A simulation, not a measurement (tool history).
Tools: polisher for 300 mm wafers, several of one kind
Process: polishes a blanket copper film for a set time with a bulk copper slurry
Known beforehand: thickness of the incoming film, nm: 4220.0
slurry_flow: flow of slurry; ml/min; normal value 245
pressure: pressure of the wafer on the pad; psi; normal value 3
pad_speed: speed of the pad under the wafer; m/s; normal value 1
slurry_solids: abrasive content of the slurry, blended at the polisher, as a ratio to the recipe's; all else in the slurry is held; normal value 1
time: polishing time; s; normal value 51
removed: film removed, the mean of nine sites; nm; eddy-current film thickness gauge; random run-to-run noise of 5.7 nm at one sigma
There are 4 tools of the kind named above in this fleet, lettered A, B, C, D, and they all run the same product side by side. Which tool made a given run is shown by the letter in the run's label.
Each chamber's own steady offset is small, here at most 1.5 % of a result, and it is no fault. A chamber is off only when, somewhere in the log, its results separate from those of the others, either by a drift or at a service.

{"run": "1B", "day": 0.217, "slurry_flow": 245, "pressure": 3, "pad_speed": 1, "slurry_solids": 1, "time": 51, "removed": 428.21}
{"run": "2C", "day": 0.362, "slurry_flow": 245, "pressure": 3, "pad_speed": 1, "slurry_solids": 1, "time": 51, "removed": 435.46}
{"day": 0.442, "done": "chamber D: worn pad replaced by a new one"}
{"run": "3A", "day": 0.542, "slurry_flow": 245, "pressure": 3, "pad_speed": 1, "slurry_solids": 1, "time": 51, "removed": 436.31}
{"run": "4D", "day": 0.738, "slurry_flow": 245, "pressure": 3, "pad_speed": 1, "slurry_solids": 1, "time": 51, "removed": 433.11}
{"run": "5B", "day": 0.996, "slurry_flow": 190, "pressure": 3, "pad_speed": 1, "slurry_solids": 1, "time": 33, "removed": 271.74}
{"run": "6A", "day": 1.146, "slurry_flow": 190, "pressure": 3, "pad_speed": 1, "slurry_solids": 1, "time": 33, "removed": 273.43}
{"run": "7C", "day": 1.312, "slurry_flow": 190, "pressure": 3, "pad_speed": 1, "slurry_solids": 1, "time": 33, "removed": 270.74}
{"day": 1.342, "done": "chamber B: worn pad replaced by a new one"}
{"run": "8D", "day": 1.533, "slurry_flow": 190, "pressure": 3, "pad_speed": 1, "slurry_solids": 1, "time": 33, "removed": 271.26}
{"run": "9B", "day": 1.742, "slurry_flow": 245, "pressure": 3, "pad_speed": 1, "slurry_solids": 1, "time": 51, "removed": 436.85}
{"run": "10A", "day": 1.979, "slurry_flow": 245, "pressure": 3, "pad_speed": 1, "slurry_solids": 1, "time": 51, "removed": 437.49}
{"run": "11C", "day": 2.104, "slurry_flow": 195, "pressure": 3.5, "pad_speed": 1, "slurry_solids": 1, "time": 51, "removed": 504.79}
{"day": 2.133, "done": "chamber B: slurry nozzle cleaned"}
{"run": "12D", "day": 2.271, "slurry_flow": 195, "pressure": 3.5, "pad_speed": 1, "slurry_solids": 1, "time": 51, "removed": 482.98}
{"day": 2.379, "done": "chamber C: slurry nozzle cleaned"}
{"run": "13D", "day": 2.425, "slurry_flow": 195, "pressure": 3.5, "pad_speed": 1, "slurry_solids": 1, "time": 51, "removed": 487.73}
{"run": "14A", "day": 2.658, "slurry_flow": 195, "pressure": 3.5, "pad_speed": 1, "slurry_solids": 1, "time": 51, "removed": 492.5}
{"day": 2.696, "done": "chamber A: worn pad replaced by a new one"}
{"day": 2.8, "done": "chamber B: head pressure recalibrated"}
{"run": "15B", "day": 2.821, "slurry_flow": 190, "pressure": 3, "pad_speed": 1, "slurry_solids": 1, "time": 41, "removed": 343.65}
{"run": "16C", "day": 3.079, "slurry_flow": 190, "pressure": 3, "pad_speed": 1, "slurry_solids": 1, "time": 41, "removed": 344.06}
{"run": "17A", "day": 3.242, "slurry_flow": 190, "pressure": 3, "pad_speed": 1, "slurry_solids": 1, "time": 41, "removed": 345.97}
{"run": "18D", "day": 3.483, "slurry_flow": 190, "pressure": 3, "pad_speed": 1, "slurry_solids": 1, "time": 41, "removed": 330.82}
{"run": "19B", "day": 3.6, "slurry_flow": 245, "pressure": 3, "pad_speed": 1, "slurry_solids": 1, "time": 51, "removed": 435.39}
{"run": "20C", "day": 3.771, "slurry_flow": 245, "pressure": 3, "pad_speed": 1, "slurry_solids": 1, "time": 51, "removed": 440.56}
{"day": 3.958, "done": "chamber C: worn pad replaced by a new one"}
{"run": "21D", "day": 3.979, "slurry_flow": 245, "pressure": 3, "pad_speed": 1, "slurry_solids": 1, "time": 51, "removed": 437.97}
{"run": "22B", "day": 4.142, "slurry_flow": 245, "pressure": 3, "pad_speed": 1, "slurry_solids": 1, "time": 51, "removed": 428.33}
{"run": "23A", "day": 4.308, "slurry_flow": 245, "pressure": 3, "pad_speed": 1, "slurry_solids": 1, "time": 51, "removed": 423.17}
{"day": 4.404, "done": "chamber C: head pressure recalibrated"}
{"run": "24C", "day": 4.542, "slurry_flow": 245, "pressure": 3, "pad_speed": 1, "slurry_solids": 1, "time": 51, "removed": 441.47}
{"day": 4.696, "done": "chamber B: worn pad replaced by a new one"}
{"run": "25C", "day": 4.75, "slurry_flow": 245, "pressure": 3, "pad_speed": 1, "slurry_solids": 1, "time": 51, "removed": 434.13}
{"run": "26B", "day": 4.933, "slurry_flow": 245, "pressure": 3, "pad_speed": 1, "slurry_solids": 1, "time": 51, "removed": 433.77}
{"day": 4.958, "done": "chamber A: slurry blender recalibrated"}
{"run": "27A", "day": 5.171, "slurry_flow": 245, "pressure": 3, "pad_speed": 1, "slurry_solids": 1, "time": 51, "removed": 425.88}
{"run": "28D", "day": 5.325, "slurry_flow": 245, "pressure": 3, "pad_speed": 1, "slurry_solids": 1, "time": 51, "removed": 434.13}
{"run": "29C", "day": 5.496, "slurry_flow": 245, "pressure": 3, "pad_speed": 1, "slurry_solids": 1, "time": 51, "removed": 443.45}
{"run": "30A", "day": 5.658, "slurry_flow": 245, "pressure": 3, "pad_speed": 1, "slurry_solids": 1, "time": 51, "removed": 431.56}

For the next run the whole fleet of 4 chambers uses the same settings. Give each chamber's results:
{"run": "31A", "day": 5.846, "slurry_flow": 245, "pressure": 3, "pad_speed": 1, "slurry_solids": 1, "time": 51, "removed": "?"}
{"run": "31B", "day": 5.846, "slurry_flow": 245, "pressure": 3, "pad_speed": 1, "slurry_solids": 1, "time": 51, "removed": "?"}
{"run": "31C", "day": 5.846, "slurry_flow": 245, "pressure": 3, "pad_speed": 1, "slurry_solids": 1, "time": 51, "removed": "?"}
{"run": "31D", "day": 5.846, "slurry_flow": 245, "pressure": 3, "pad_speed": 1, "slurry_solids": 1, "time": 51, "removed": "?"}

run=31A removed=449.14
run=31B removed=433.67
run=31C removed=438.15
run=31D removed=428.49
